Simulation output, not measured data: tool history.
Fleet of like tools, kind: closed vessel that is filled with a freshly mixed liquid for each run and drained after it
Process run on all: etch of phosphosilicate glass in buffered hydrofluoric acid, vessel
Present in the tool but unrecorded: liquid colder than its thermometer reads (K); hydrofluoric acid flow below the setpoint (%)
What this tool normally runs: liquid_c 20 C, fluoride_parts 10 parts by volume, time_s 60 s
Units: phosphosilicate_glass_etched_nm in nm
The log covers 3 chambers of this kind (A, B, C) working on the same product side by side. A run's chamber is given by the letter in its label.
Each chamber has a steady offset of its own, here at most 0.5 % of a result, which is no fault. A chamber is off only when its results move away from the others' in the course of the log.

run	hour	liquid_c	fluoride_parts	time_s	hours since the thermometer was replaced	hours since the hydrofluoric acid flow meter was replaced	read-back film thickness of the phosphosilicate glass reference wafer, read on the same gauge (nm)	phosphosilicate_glass_etched_nm
1A	6.2	20	10	60	843.2	910	90.015	488.61
2B	13.2	20	10	60	411.7	558.1	90.029	481.1
3C	25.3	20	10	60	628.4	1319.7	90.001	487.47
4A	33.4	20	10	60	870.4	937.2	89.989	485.8
5C	40.9	20	10	60	644	1335.3	89.985	483.05
6B	50.9	20	10	60	449.4	595.8	90.013	481.77
7C	56.7	20	10	60	659.8	1351.1	90.001	488.12
8A	62.2	20	10	60	899.2	966	89.986	478.67
9B	68.2	20	10	60	466.7	613.1	90.026	484.02
10A	77.4	20	10	60	914.4	981.2	89.996	485.58
11B	86.1	20	10	60	484.6	631	90	489.07
12C	95.5	23.5	14	60	698.6	1389.9	90.036	421.1
# hour 100.6: chamber B: hydrofluoric acid flow meter replaced
13A	106.9	23.5	14	60	943.9	1010.7	89.997	414.67
14B	118	23.5	14	60	516.5	17.5	90.024	422.5
15C	126.3	20	10	60	729.4	1420.7	90.004	480.4
16C	133.1	20	10	60	736.2	1427.5	89.994	489.64
17A	142.3	20	10	60	979.3	1046.1	90.017	451.84
18B	148.8	20	10	60	547.3	48.3	89.997	487.35
19A	159.9	20	10	60	996.9	1063.7	90.024	454.19
20C	170.8	20	8.5	60	773.9	1465.2	90.012	559.36
21B	179.1	20	8.5	60	577.6	78.6	90.017	556.73
22C	188	20	8.5	60	791.1	1482.4	89.979	545.55
23A	197	20	10	60	1034	1100.8	90.02	434.81
24B	204.5	20	10	60	603	104	89.944	487.23
25C	211.5	20	10	90	814.6	1505.9	89.975	737.86
26A	218.2	20	10	90	1055.2	1122	89.983	647.34

Next, all 3 chambers run the settings below, one line each with question marks for the results. What does each chamber give?
27A	227	22.5	10	60				?
27B	227	22.5	10	60				?
27C	227	22.5	10	60				?

run	phosphosilicate_glass_etched_nm
27A	504.2
27B	566.53
27C	560.69
